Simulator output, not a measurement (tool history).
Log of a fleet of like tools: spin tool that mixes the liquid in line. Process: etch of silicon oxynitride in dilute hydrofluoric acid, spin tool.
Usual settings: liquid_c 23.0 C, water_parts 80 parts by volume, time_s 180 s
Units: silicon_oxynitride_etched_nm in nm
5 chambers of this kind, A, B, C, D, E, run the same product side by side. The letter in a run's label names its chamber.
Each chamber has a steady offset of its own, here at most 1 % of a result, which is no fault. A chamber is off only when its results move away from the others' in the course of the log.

run,hour,liquid_c,water_parts,time_s,hours since the thermometer was replaced,hours since the hydrofluoric acid flow meter was replaced,"read-back film thickness of the silicon oxynitride reference wafer, read on the same gauge (nm)",silicon_oxynitride_etched_nm
1B,6.4,23.0,80,180,187.4,1107.0,69.991,5.4387
2A,11.2,23.0,80,180,17.3,246.2,70.014,5.4262
3D,20.4,23.0,80,180,158.0,1189.6,69.989,5.5180
4C,28.1,23.0,80,180,1774.9,550.0,69.997,5.5105
5E,33.0,23.0,80,180,685.5,490.3,70.022,5.5582
6C,40.5,23.0,80,180,1787.3,562.4,69.990,5.5878
7D,45.6,23.0,80,180,183.2,1214.8,69.999,5.5086
8B,53.4,23.0,80,180,234.4,1154.0,70.016,5.4618
9E,58.1,23.0,80,180,710.6,515.4,69.990,5.5350
10A,62.3,23.0,80,180,68.4,297.3,70.019,5.4911
11C,66.5,23.0,80,180,1813.3,588.4,70.008,5.5963
12B,71.9,20.5,120,180,252.9,1172.5,70.023,3.1340
13D,79.6,20.5,120,180,217.2,1248.8,69.993,3.1979
14E,87.1,20.5,120,180,739.6,544.4,69.999,3.1561
15A,94.7,20.5,120,180,100.8,329.7,69.979,3.1265
16E,100.9,20.5,120,180,753.4,558.2,69.981,3.1507
17D,108.9,23.0,110,180,246.5,1278.1,69.985,3.9461
18A,117.4,23.0,110,180,123.5,352.4,70.007,3.9533
19C,123.6,23.0,110,180,1870.4,645.5,70.022,3.8975
20B,131.5,23.0,110,180,312.5,1232.1,70.013,3.9633
21B,136.0,23.0,110,180,317.0,1236.6,70.015,3.9098
22E,142.7,20.0,80,180,795.2,600.0,69.999,4.7320
23D,150.4,20.0,80,180,288.0,1319.6,69.997,4.7526
24C,156.6,20.0,80,180,1903.4,678.5,69.992,4.7372
25A,165.5,20.0,80,180,171.6,400.5,69.992,4.7507
26E,169.9,20.0,80,180,822.4,627.2,69.995,4.7129
27D,178.1,23.0,80,180,315.7,1347.3,69.999,5.5084
28C,186.6,23.0,80,180,1933.4,708.5,69.995,5.5888
29A,195.2,23.0,80,180,201.3,430.2,69.999,5.4552
30B,200.6,23.0,80,180,381.6,1301.2,69.995,5.7211
31E,205.2,23.0,80,180,857.7,662.5,70.020,5.5267
32A,211.8,23.0,80,180,217.9,446.8,69.994,5.5366
33B,217.7,23.0,80,180,398.7,1318.3,69.982,5.6831
34C,225.3,23.0,80,180,1972.1,747.2,70.019,5.5027
35D,231.4,23.0,80,180,369.0,1400.6,70.013,5.5810
36B,239.2,23.0,80,90,420.2,1339.8,69.998,2.8813
37C,247.0,23.0,80,90,1993.8,768.9,70.031,2.7967
38D,253.7,23.0,80,90,391.3,1422.9,69.984,2.7517
39E,262.7,23.0,80,90,915.2,720.0,70.033,2.7447
40A,268.9,23.0,80,90,275.0,503.9,69.999,2.7592
41A,277.9,23.0,80,180,284.0,512.9,69.992,5.4533
42D,286.3,23.0,80,180,423.9,1455.5,70.005,5.4885

Next, every chamber runs the same settings. What will each give?
43A,293.0,23.0,80,180,,,,?
43B,293.0,23.0,80,180,,,,?
43C,293.0,23.0,80,180,,,,?
43D,293.0,23.0,80,180,,,,?
43E,293.0,23.0,80,180,,,,?

run,silicon_oxynitride_etched_nm
43A,5.4494
43B,5.9173
43C,5.6166
43D,5.4368
43E,5.6041

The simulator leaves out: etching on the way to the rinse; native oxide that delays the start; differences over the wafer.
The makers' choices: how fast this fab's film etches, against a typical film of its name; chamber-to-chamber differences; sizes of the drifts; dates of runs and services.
